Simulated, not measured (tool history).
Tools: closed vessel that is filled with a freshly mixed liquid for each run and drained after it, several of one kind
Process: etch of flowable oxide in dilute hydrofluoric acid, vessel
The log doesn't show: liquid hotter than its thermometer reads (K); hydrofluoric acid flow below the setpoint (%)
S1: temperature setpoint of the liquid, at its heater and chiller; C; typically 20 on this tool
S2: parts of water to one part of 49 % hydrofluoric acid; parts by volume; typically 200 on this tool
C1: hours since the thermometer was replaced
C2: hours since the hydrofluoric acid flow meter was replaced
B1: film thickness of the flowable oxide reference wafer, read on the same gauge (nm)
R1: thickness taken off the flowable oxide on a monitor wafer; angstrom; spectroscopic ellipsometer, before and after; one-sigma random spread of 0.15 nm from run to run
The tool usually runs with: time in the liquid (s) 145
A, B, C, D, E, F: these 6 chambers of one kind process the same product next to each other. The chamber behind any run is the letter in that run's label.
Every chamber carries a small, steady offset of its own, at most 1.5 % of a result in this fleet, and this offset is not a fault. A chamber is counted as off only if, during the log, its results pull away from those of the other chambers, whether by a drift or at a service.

{"run": "1A", "hour": 8.4, "S1": 20, "S2": 200, "time in the liquid (s)": 145, "C1": 1282.1, "C2": 92.8, "B1": 149.99, "R1": 145.52}
{"run": "2C", "hour": 15.0, "S1": 20, "S2": 200, "time in the liquid (s)": 145, "C1": 1198, "C2": 585.4, "B1": 150.02, "R1": 144.11}
{"run": "3E", "hour": 20.5, "S1": 20, "S2": 200, "time in the liquid (s)": 145, "C1": 1357.9, "C2": 456, "B1": 150.02, "R1": 147.17}
{"run": "4F", "hour": 29.4, "S1": 20, "S2": 200, "time in the liquid (s)": 145, "C1": 560.1, "C2": 463.8, "B1": 149.98, "R1": 146.42}
{"hour": 35.4, "done": "chamber F: hydrofluoric acid flow meter replaced"}
{"run": "5D", "hour": 35.8, "S1": 20, "S2": 200, "time in the liquid (s)": 145, "C1": 1295.6, "C2": 146.4, "B1": 150, "R1": 146.88}
{"run": "6B", "hour": 44.3, "S1": 24, "S2": 200, "time in the liquid (s)": 145, "C1": 607.4, "C2": 119.9, "B1": 150.01, "R1": 171.61}
{"run": "7C", "hour": 50.3, "S1": 24, "S2": 200, "time in the liquid (s)": 145, "C1": 1233.3, "C2": 620.7, "B1": 149.99, "R1": 168.52}
{"run": "8D", "hour": 55.3, "S1": 24, "S2": 200, "time in the liquid (s)": 145, "C1": 1315.1, "C2": 165.9, "B1": 149.99, "R1": 167.91}
{"run": "9F", "hour": 61.9, "S1": 24, "S2": 200, "time in the liquid (s)": 145, "C1": 592.6, "C2": 26.6, "B1": 149.99, "R1": 171.46}
{"run": "10A", "hour": 68.3, "S1": 24, "S2": 200, "time in the liquid (s)": 145, "C1": 1342, "C2": 152.7, "B1": 150.01, "R1": 169.87}
{"run": "11B", "hour": 75.6, "S1": 24, "S2": 200, "time in the liquid (s)": 145, "C1": 638.7, "C2": 151.2, "B1": 149.98, "R1": 170.06}
{"run": "12E", "hour": 82.1, "S1": 20, "S2": 200, "time in the liquid (s)": 145, "C1": 1419.5, "C2": 517.6, "B1": 150.01, "R1": 143.36}
{"run": "13C", "hour": 89.5, "S1": 20, "S2": 200, "time in the liquid (s)": 145, "C1": 1272.5, "C2": 659.9, "B1": 149.98, "R1": 145.12}
{"run": "14D", "hour": 95.1, "S1": 20, "S2": 200, "time in the liquid (s)": 145, "C1": 1354.9, "C2": 205.7, "B1": 150.03, "R1": 146.76}
{"run": "15B", "hour": 101.0, "S1": 20, "S2": 200, "time in the liquid (s)": 145, "C1": 664.1, "C2": 176.6, "B1": 150.01, "R1": 149.49}
{"run": "16F", "hour": 107.9, "S1": 20, "S2": 200, "time in the liquid (s)": 145, "C1": 638.6, "C2": 72.6, "B1": 150, "R1": 146.84}
{"run": "17A", "hour": 113.1, "S1": 20, "S2": 200, "time in the liquid (s)": 145, "C1": 1386.8, "C2": 197.5, "B1": 150, "R1": 144.1}
{"run": "18E", "hour": 118.2, "S1": 20, "S2": 200, "time in the liquid (s)": 145, "C1": 1455.6, "C2": 553.7, "B1": 149.99, "R1": 144.94}
{"run": "19C", "hour": 126.7, "S1": 20, "S2": 200, "time in the liquid (s)": 145, "C1": 1309.7, "C2": 697.1, "B1": 150.01, "R1": 145.63}
{"run": "20B", "hour": 135.2, "S1": 20, "S2": 200, "time in the liquid (s)": 145, "C1": 698.3, "C2": 210.8, "B1": 150, "R1": 146.71}
{"run": "21D", "hour": 141.1, "S1": 20, "S2": 200, "time in the liquid (s)": 215, "C1": 1400.9, "C2": 251.7, "B1": 150.01, "R1": 214.33}
{"run": "22A", "hour": 145.3, "S1": 20, "S2": 200, "time in the liquid (s)": 215, "C1": 1419, "C2": 229.7, "B1": 150.01, "R1": 221.9}
{"run": "23E", "hour": 149.5, "S1": 20, "S2": 200, "time in the liquid (s)": 215, "C1": 1486.9, "C2": 585, "B1": 150, "R1": 216.04}
{"run": "24F", "hour": 154.4, "S1": 20, "S2": 200, "time in the liquid (s)": 215, "C1": 685.1, "C2": 119.1, "B1": 150.01, "R1": 217.92}
{"run": "25B", "hour": 160.2, "S1": 20, "S2": 200, "time in the liquid (s)": 215, "C1": 723.3, "C2": 235.8, "B1": 149.98, "R1": 218.92}
{"run": "26A", "hour": 165.2, "S1": 20, "S2": 200, "time in the liquid (s)": 215, "C1": 1438.9, "C2": 249.6, "B1": 149.99, "R1": 225.32}
{"run": "27D", "hour": 170.4, "S1": 20, "S2": 200, "time in the liquid (s)": 145, "C1": 1430.2, "C2": 281, "B1": 149.98, "R1": 144.14}
{"run": "28F", "hour": 174.9, "S1": 20, "S2": 200, "time in the liquid (s)": 145, "C1": 705.6, "C2": 139.6, "B1": 149.99, "R1": 143.95}
{"run": "29E", "hour": 179.1, "S1": 20, "S2": 200, "time in the liquid (s)": 145, "C1": 1516.5, "C2": 614.6, "B1": 150.04, "R1": 146.18}
{"run": "30C", "hour": 187.7, "S1": 22, "S2": 200, "time in the liquid (s)": 175, "C1": 1370.7, "C2": 758.1, "B1": 150.03, "R1": 186.68}
{"run": "31D", "hour": 196.2, "S1": 22, "S2": 200, "time in the liquid (s)": 175, "C1": 1456, "C2": 306.8, "B1": 150, "R1": 189.31}
{"run": "32F", "hour": 202.4, "S1": 22, "S2": 200, "time in the liquid (s)": 175, "C1": 733.1, "C2": 167.1, "B1": 150, "R1": 191.31}
{"run": "33A", "hour": 210.4, "S1": 22, "S2": 200, "time in the liquid (s)": 175, "C1": 1484.1, "C2": 294.8, "B1": 149.98, "R1": 199.16}
{"run": "34B", "hour": 214.8, "S1": 22, "S2": 200, "time in the liquid (s)": 175, "C1": 777.9, "C2": 290.4, "B1": 150.02, "R1": 195.04}
{"run": "35E", "hour": 219.3, "S1": 22, "S2": 200, "time in the liquid (s)": 175, "C1": 1556.7, "C2": 654.8, "B1": 150, "R1": 186.83}
{"run": "36C", "hour": 224.0, "S1": 20, "S2": 200, "time in the liquid (s)": 145, "C1": 1407, "C2": 794.4, "B1": 150.03, "R1": 146.75}
{"run": "37B", "hour": 229.5, "S1": 20, "S2": 200, "time in the liquid (s)": 145, "C1": 792.6, "C2": 305.1, "B1": 149.99, "R1": 145.97}
{"run": "38A", "hour": 236.7, "S1": 20, "S2": 200, "time in the liquid (s)": 145, "C1": 1510.4, "C2": 321.1, "B1": 150.04, "R1": 153.64}
{"run": "39F", "hour": 242.0, "S1": 20, "S2": 200, "time in the liquid (s)": 145, "C1": 772.7, "C2": 206.7, "B1": 150, "R1": 145.74}
{"run": "40E", "hour": 249.6, "S1": 20, "S2": 200, "time in the liquid (s)": 145, "C1": 1587, "C2": 685.1, "B1": 150, "R1": 144.17}
{"hour": 250.7, "done": "chamber C: thermometer replaced"}
{"run": "41D", "hour": 257.4, "S1": 20, "S2": 200, "time in the liquid (s)": 145, "C1": 1517.2, "C2": 368, "B1": 149.97, "R1": 147.07}
{"run": "42C", "hour": 264.7, "S1": 20, "S2": 200, "time in the liquid (s)": 145, "C1": 14, "C2": 835.1, "B1": 149.99, "R1": 147.41}
{"run": "43B", "hour": 269.6, "S1": 20, "S2": 200, "time in the liquid (s)": 145, "C1": 832.7, "C2": 345.2, "B1": 150.01, "R1": 147.09}

Has any chamber moved away from the others, gradually or after a service, or does the common gauge drift, or do the chambers differ only by their own small steady offsets? State the chamber and the most likely cause if one applies.

One chamber, A, drifts off from the rest bit by bit.
Cause: liquid hotter than its thermometer reads (K) = 1.92.
With only this log, it may be confused with: hydrofluoric acid flow above the setpoint (%).

Here are 4 candidates for chamber A's next run, each the usual settings with a change, their results left as question marks. Which one brings its results back in line with what the others give on the usual settings?
In line here means within this much of the mean the other chambers give on the usual settings: R1 5.1 angstrom
{"run": "44A-1", "hour": 276.1, "S1": 20.5, "S2": 200, "time in the liquid (s)": 165, "R1": "?"}
{"run": "44A-2", "hour": 276.1, "S1": 20, "S2": 195, "time in the liquid (s)": 150, "R1": "?"}
{"run": "44A-3", "hour": 276.1, "S1": 20, "S2": 210, "time in the liquid (s)": 135, "R1": "?"}
{"run": "44A-4", "hour": 276.1, "S1": 20, "S2": 205, "time in the liquid (s)": 140, "R1": "?"}

What the other chambers average on the usual settings: R1 146.16 angstrom
run=44A-1 R1=182.02
run=44A-2 R1=167.34
run=44A-3 R1=137.89
run=44A-4 R1=147.17
With 44A-4, the chamber falls back in line with the rest.

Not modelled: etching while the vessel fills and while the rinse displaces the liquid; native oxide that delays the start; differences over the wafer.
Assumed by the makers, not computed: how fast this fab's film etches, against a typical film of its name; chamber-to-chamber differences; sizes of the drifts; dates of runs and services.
